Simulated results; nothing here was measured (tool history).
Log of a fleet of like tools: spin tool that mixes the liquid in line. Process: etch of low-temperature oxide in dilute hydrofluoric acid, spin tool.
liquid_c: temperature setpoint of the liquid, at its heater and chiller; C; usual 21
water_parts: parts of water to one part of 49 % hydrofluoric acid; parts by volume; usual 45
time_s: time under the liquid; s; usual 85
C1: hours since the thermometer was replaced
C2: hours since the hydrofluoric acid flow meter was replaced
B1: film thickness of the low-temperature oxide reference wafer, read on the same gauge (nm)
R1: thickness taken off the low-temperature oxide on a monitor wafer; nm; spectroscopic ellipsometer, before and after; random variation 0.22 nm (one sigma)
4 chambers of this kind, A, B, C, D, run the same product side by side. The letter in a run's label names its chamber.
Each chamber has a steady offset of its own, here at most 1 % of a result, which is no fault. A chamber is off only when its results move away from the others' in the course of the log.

{"run": "1B", "hour": 3.2, "liquid_c": 21, "water_parts": 45, "time_s": 85, "C1": 1394.6, "C2": 91.1, "B1": 140.03, "R1": 44.57}
{"run": "2D", "hour": 9.3, "liquid_c": 21, "water_parts": 45, "time_s": 85, "C1": 671.9, "C2": 1469.4, "B1": 140.02, "R1": 44.537}
{"run": "3C", "hour": 14.0, "liquid_c": 21, "water_parts": 45, "time_s": 85, "C1": 302.7, "C2": 1257.7, "B1": 140.01, "R1": 44.471}
{"run": "4A", "hour": 20.5, "liquid_c": 21, "water_parts": 45, "time_s": 85, "C1": 550.8, "C2": 1109.5, "B1": 140.02, "R1": 44.826}
{"run": "5A", "hour": 24.9, "liquid_c": 21, "water_parts": 45, "time_s": 85, "C1": 555.2, "C2": 1113.9, "B1": 140.01, "R1": 44.708}
{"run": "6D", "hour": 31.2, "liquid_c": 21, "water_parts": 45, "time_s": 85, "C1": 693.8, "C2": 1491.3, "B1": 140.02, "R1": 44.63}
{"run": "7B", "hour": 36.3, "liquid_c": 21, "water_parts": 45, "time_s": 85, "C1": 1427.7, "C2": 124.2, "B1": 139.99, "R1": 44.171}
{"run": "8C", "hour": 40.0, "liquid_c": 21, "water_parts": 45, "time_s": 85, "C1": 328.7, "C2": 1283.7, "B1": 140.02, "R1": 44.268}
{"run": "9A", "hour": 44.7, "liquid_c": 21, "water_parts": 45, "time_s": 85, "C1": 575, "C2": 1133.7, "B1": 140, "R1": 44.943}
{"run": "10C", "hour": 51.8, "liquid_c": 21, "water_parts": 45, "time_s": 85, "C1": 340.5, "C2": 1295.5, "B1": 139.98, "R1": 44.738}
{"run": "11D", "hour": 58.4, "liquid_c": 21, "water_parts": 45, "time_s": 85, "C1": 721, "C2": 1518.5, "B1": 140.02, "R1": 44.775}
{"run": "12B", "hour": 63.8, "liquid_c": 21, "water_parts": 45, "time_s": 85, "C1": 1455.2, "C2": 151.7, "B1": 140.04, "R1": 44.804}
{"run": "13D", "hour": 68.0, "liquid_c": 21, "water_parts": 45, "time_s": 85, "C1": 730.6, "C2": 1528.1, "B1": 140.02, "R1": 44.212}
{"run": "14B", "hour": 74.4, "liquid_c": 21, "water_parts": 45, "time_s": 85, "C1": 1465.8, "C2": 162.3, "B1": 139.97, "R1": 44.607}
{"run": "15C", "hour": 78.3, "liquid_c": 21, "water_parts": 60, "time_s": 55, "C1": 367, "C2": 1322, "B1": 140.04, "R1": 21.432}
{"run": "16A", "hour": 82.7, "liquid_c": 21, "water_parts": 60, "time_s": 55, "C1": 613, "C2": 1171.7, "B1": 140, "R1": 21.739}
{"run": "17C", "hour": 86.5, "liquid_c": 21, "water_parts": 60, "time_s": 55, "C1": 375.2, "C2": 1330.2, "B1": 140.03, "R1": 21.277}
{"run": "18B", "hour": 91.0, "liquid_c": 21, "water_parts": 60, "time_s": 55, "C1": 1482.4, "C2": 178.9, "B1": 139.97, "R1": 21.27}
{"run": "19D", "hour": 95.0, "liquid_c": 17, "water_parts": 45, "time_s": 85, "C1": 757.6, "C2": 1555.1, "B1": 140.01, "R1": 37.414}
{"run": "20A", "hour": 99.9, "liquid_c": 17, "water_parts": 45, "time_s": 85, "C1": 630.2, "C2": 1188.9, "B1": 140, "R1": 39.114}
{"run": "21B", "hour": 106.3, "liquid_c": 17, "water_parts": 45, "time_s": 85, "C1": 1497.7, "C2": 194.2, "B1": 140.05, "R1": 37.407}
{"run": "22D", "hour": 112.9, "liquid_c": 17, "water_parts": 45, "time_s": 85, "C1": 775.5, "C2": 1573, "B1": 139.98, "R1": 37.518}
{"run": "23C", "hour": 119.4, "liquid_c": 21, "water_parts": 45, "time_s": 85, "C1": 408.1, "C2": 1363.1, "B1": 140.02, "R1": 45.11}
{"run": "24A", "hour": 126.1, "liquid_c": 21, "water_parts": 45, "time_s": 85, "C1": 656.4, "C2": 1215.1, "B1": 140.01, "R1": 46.54}
{"run": "25D", "hour": 129.9, "liquid_c": 23.5, "water_parts": 45, "time_s": 105, "C1": 792.5, "C2": 1590, "B1": 140.02, "R1": 61.207}
{"run": "26B", "hour": 136.8, "liquid_c": 23.5, "water_parts": 45, "time_s": 105, "C1": 1528.2, "C2": 224.7, "B1": 139.99, "R1": 61.624}
{"run": "27A", "hour": 142.2, "liquid_c": 23.5, "water_parts": 45, "time_s": 105, "C1": 672.5, "C2": 1231.2, "B1": 139.98, "R1": 64.412}

All 4 chambers run these settings next. Forecast each chamber's results:
{"run": "28A", "hour": 147.4, "liquid_c": 18.5, "water_parts": 45, "time_s": 85, "R1": "?"}
{"run": "28B", "hour": 147.4, "liquid_c": 18.5, "water_parts": 45, "time_s": 85, "R1": "?"}
{"run": "28C", "hour": 147.4, "liquid_c": 18.5, "water_parts": 45, "time_s": 85, "R1": "?"}
{"run": "28D", "hour": 147.4, "liquid_c": 18.5, "water_parts": 45, "time_s": 85, "R1": "?"}

run=28A R1=42.385
run=28B R1=40.2
run=28C R1=40.205
run=28D R1=39.754
